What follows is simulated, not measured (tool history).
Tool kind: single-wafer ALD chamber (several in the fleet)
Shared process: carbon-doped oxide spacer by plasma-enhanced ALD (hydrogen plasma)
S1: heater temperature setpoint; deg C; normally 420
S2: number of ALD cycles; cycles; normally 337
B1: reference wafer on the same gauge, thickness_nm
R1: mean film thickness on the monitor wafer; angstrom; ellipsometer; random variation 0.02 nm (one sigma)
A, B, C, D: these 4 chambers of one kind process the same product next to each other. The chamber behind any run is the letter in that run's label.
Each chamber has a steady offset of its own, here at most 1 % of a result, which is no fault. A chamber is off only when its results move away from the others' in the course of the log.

run 1D day=0.429 | S1=420 S2=337 | B1=15.9 | R1=159.04
run 2A day=0.875 | S1=420 S2=337 | B1=15.896 | R1=159.32
run 3B day=1.25 | S1=420 S2=337 | B1=15.895 | R1=158.07
run 4C day=1.858 | S1=420 S2=337 | B1=15.892 | R1=157.98
run 5B day=2.375 | S1=420 S2=337 | B1=15.885 | R1=157.51
run 6C day=2.792 | S1=420 S2=337 | B1=15.89 | R1=157.89
run 7D day=3.167 | S1=420 S2=337 | B1=15.892 | R1=159.01
run 8A day=3.633 | S1=420 S2=337 | B1=15.884 | R1=159.24
run 9B day=4.212 | S1=420 S2=337 | B1=15.883 | R1=157.82
run 10C day=4.721 | S1=420 S2=337 | B1=15.878 | R1=157.19
run 11A day=5.25 | S1=420 S2=337 | B1=15.882 | R1=159.31
run 12D day=5.775 | S1=420 S2=337 | B1=15.876 | R1=158.86
run 13B day=6.233 | S1=420 S2=337 | B1=15.874 | R1=157.57
run 14A day=6.571 | S1=420 S2=337 | B1=15.87 | R1=159.35
run 15D day=7.167 | S1=420 S2=337 | B1=15.867 | R1=158.78
run 16C day=7.788 | S1=420 S2=337 | B1=15.864 | R1=157.11
run 17C day=8.175 | S1=420 S2=337 | B1=15.865 | R1=157.41
-- day=8.254 chamber A: thermocouple changed; heater temperature recalibrated
run 18A day=8.504 | S1=420 S2=337 | B1=15.86 | R1=158.94
run 19D day=8.808 | S1=420 S2=337 | B1=15.856 | R1=158.6
run 20B day=9.271 | S1=420 S2=337 | B1=15.865 | R1=158
run 21C day=9.888 | S1=420 S2=337 | B1=15.856 | R1=157.52
run 22D day=10.25 | S1=411 S2=337 | B1=15.857 | R1=163.14
run 23A day=10.871 | S1=411 S2=337 | B1=15.852 | R1=163.19
run 24B day=11.525 | S1=411 S2=337 | B1=15.851 | R1=162.44
run 25C day=11.975 | S1=411 S2=337 | B1=15.852 | R1=162.01
run 26D day=12.433 | S1=420 S2=337 | B1=15.846 | R1=158.51
run 27B day=12.862 | S1=420 S2=337 | B1=15.846 | R1=157.53
run 28A day=13.317 | S1=420 S2=337 | B1=15.84 | R1=158.84
run 29C day=13.871 | S1=420 S2=337 | B1=15.842 | R1=157.31
run 30A day=14.2 | S1=420 S2=337 | B1=15.836 | R1=158.84
run 31B day=14.771 | S1=420 S2=337 | B1=15.836 | R1=157.37
run 32D day=15.171 | S1=420 S2=337 | B1=15.837 | R1=158.46
run 33C day=15.812 | S1=420 S2=337 | B1=15.832 | R1=157.17
run 34A day=16.183 | S1=420 S2=337 | B1=15.831 | R1=158.64
run 35D day=16.508 | S1=420 S2=337 | B1=15.834 | R1=158.08
run 36B day=17.017 | S1=420 S2=337 | B1=15.828 | R1=157.2
run 37A day=17.338 | S1=420 S2=337 | B1=15.823 | R1=158.47
run 38D day=17.975 | S1=420 S2=337 | B1=15.824 | R1=158.53
run 39C day=18.612 | S1=420 S2=337 | B1=15.826 | R1=157.17

Does one chamber stand apart from the rest, does the shared gauge drift, or is all well apart from small per-chamber offsets? Give the chamber and the most likely cause, where there is one.

None of the chambers is off. What moves is the gauge, dragging all their readings along together.
Cause: gauge reads low (%) = 0.517.

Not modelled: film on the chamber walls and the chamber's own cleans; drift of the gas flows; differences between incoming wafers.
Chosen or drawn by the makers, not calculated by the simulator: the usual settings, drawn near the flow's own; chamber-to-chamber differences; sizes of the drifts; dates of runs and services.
